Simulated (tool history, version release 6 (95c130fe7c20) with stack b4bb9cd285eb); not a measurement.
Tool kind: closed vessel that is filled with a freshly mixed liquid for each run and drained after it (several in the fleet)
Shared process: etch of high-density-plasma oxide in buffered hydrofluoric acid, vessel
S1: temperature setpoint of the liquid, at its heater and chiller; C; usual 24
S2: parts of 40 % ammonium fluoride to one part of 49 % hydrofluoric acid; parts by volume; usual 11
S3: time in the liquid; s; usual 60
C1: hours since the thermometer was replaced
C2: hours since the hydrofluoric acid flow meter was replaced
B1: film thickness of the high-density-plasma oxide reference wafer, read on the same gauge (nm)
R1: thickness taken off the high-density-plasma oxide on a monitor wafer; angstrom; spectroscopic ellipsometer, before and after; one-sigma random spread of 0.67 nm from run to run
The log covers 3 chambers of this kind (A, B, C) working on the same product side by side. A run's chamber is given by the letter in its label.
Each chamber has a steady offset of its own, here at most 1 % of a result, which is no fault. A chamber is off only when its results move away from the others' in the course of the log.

Run 1A, hour 9.6: usual settings; C1 1203.7; C2 501.1; B1 30.005. Result: R1 685.79 angstrom.
Run 2C, hour 19: usual settings; C1 511.8; C2 581.1; B1 30.01. Result: R1 674.13 angstrom.
Run 3B, hour 26.8: usual settings; C1 930.9; C2 1002.2; B1 30.002. Result: R1 666.61 angstrom.
Run 4C, hour 38.1: usual settings; C1 530.9; C2 600.2; B1 29.986. Result: R1 688.89 angstrom.
At hour 44.3: chamber B: hydrofluoric acid flow meter replaced.
Run 5A, hour 48.6: usual settings; C1 1242.7; C2 540.1; B1 30.027. Result: R1 682.91 angstrom.
Run 6B, hour 55.7: usual settings but S3 40 s; C1 959.8; C2 11.4; B1 29.985. Result: R1 454.6 angstrom.
Run 7C, hour 61.8: usual settings but S3 40 s; C1 554.6; C2 623.9; B1 29.992. Result: R1 455.87 angstrom.
Run 8B, hour 72.3: usual settings but S3 40 s; C1 976.4; C2 28; B1 30.014. Result: R1 459.85 angstrom.
Run 9A, hour 79.3: usual settings; C1 1273.4; C2 570.8; B1 29.978. Result: R1 684.73 angstrom.
Run 10A, hour 89.5: usual settings; C1 1283.6; C2 581; B1 30.001. Result: R1 676.03 angstrom.
Run 11C, hour 98.4: usual settings; C1 591.2; C2 660.5; B1 30.022. Result: R1 689.59 angstrom.
Run 12B, hour 109.4: usual settings; C1 1013.5; C2 65.1; B1 29.994. Result: R1 674.04 angstrom.
Run 13A, hour 117.1: usual settings; C1 1311.2; C2 608.6; B1 30.025. Result: R1 694.55 angstrom.
Run 14B, hour 124.7: usual settings; C1 1028.8; C2 80.4; B1 30.019. Result: R1 691.52 angstrom.
Run 15C, hour 131.3: usual settings but S1 27.5 C; C1 624.1; C2 693.4; B1 29.989. Result: R1 830.46 angstrom.
Run 16A, hour 141.4: usual settings but S1 27.5 C; C1 1335.5; C2 632.9; B1 29.995. Result: R1 838.04 angstrom.
Run 17B, hour 146.9: usual settings but S1 27.5 C; C1 1051; C2 102.6; B1 30.018. Result: R1 850.85 angstrom.
Run 18C, hour 157.7: usual settings; C1 650.5; C2 719.8; B1 30.011. Result: R1 688.92 angstrom.
Run 19C, hour 167.3: usual settings; C1 660.1; C2 729.4; B1 30.02. Result: R1 684.56 angstrom.
Run 20A, hour 174.5: usual settings; C1 1368.6; C2 666; B1 29.993. Result: R1 682.81 angstrom.
Run 21B, hour 185.2: usual settings; C1 1089.3; C2 140.9; B1 30.006. Result: R1 719.66 angstrom.
Run 22C, hour 194.7: usual settings; C1 687.5; C2 756.8; B1 30.011. Result: R1 676.51 angstrom.
Run 23B, hour 205.3: usual settings; C1 1109.4; C2 161; B1 29.989. Result: R1 732.07 angstrom.
Run 24A, hour 212.5: usual settings but S1 28 C; C1 1406.6; C2 704; B1 30.045. Result: R1 845.23 angstrom.
Run 25A, hour 221.8: usual settings but S1 28 C; C1 1415.9; C2 713.3; B1 29.977. Result: R1 841.27 angstrom.
Run 26B, hour 227.5: usual settings but S1 28 C; C1 1131.6; C2 183.2; B1 30.011. Result: R1 911.02 angstrom.
Run 27C, hour 232.5: usual settings; C1 725.3; C2 794.6; B1 29.991. Result: R1 688.69 angstrom.
Run 28A, hour 243.1: usual settings; C1 1437.2; C2 734.6; B1 29.967. Result: R1 674.8 angstrom.
Run 29C, hour 249.4: usual settings; C1 742.2; C2 811.5; B1 29.995. Result: R1 686.53 angstrom.
Run 30B, hour 258.1: usual settings; C1 1162.2; C2 213.8; B1 29.973. Result: R1 766.17 angstrom.

Has any chamber moved away from the others, gradually or after a service, or does the common gauge drift, or do the chambers differ only by their own small steady offsets? State the chamber and the most likely cause if one applies.

Little by little, chamber B moves away from the other chambers.
Cause: liquid hotter than its thermometer reads (K) = 2.11.
It could be hard to tell apart here from: hydrofluoric acid flow above the setpoint (%).

Below are 4 candidate recipes for chamber B's next run, each the usual settings with a change, their results shown as question marks. Which of them brings B's results back in line with what the other chambers give on the usual settings?
In line means no further than this from the other chambers' mean on the usual settings: R1 23 angstrom
Run 31B-1, hour 266.4: usual settings but S2 10.5 parts by volume, S3 70 s. Result: R1 ?.
Run 31B-2, hour 266.4: usual settings but S1 23.5 C, S2 12 parts by volume. Result: R1 ?.
Run 31B-3, hour 266.4: usual settings but S1 20 C. Result: R1 ?.
Run 31B-4, hour 266.4: usual settings but S1 26 C. Result: R1 ?.

The mean the other chambers reach with the usual settings: R1 683.25 angstrom
  run      R1
31B-1  921.42
31B-2  676.63
31B-3  609.08
31B-4  839.69
31B-2 is the one that brings the chamber's results back in line with the other chambers.
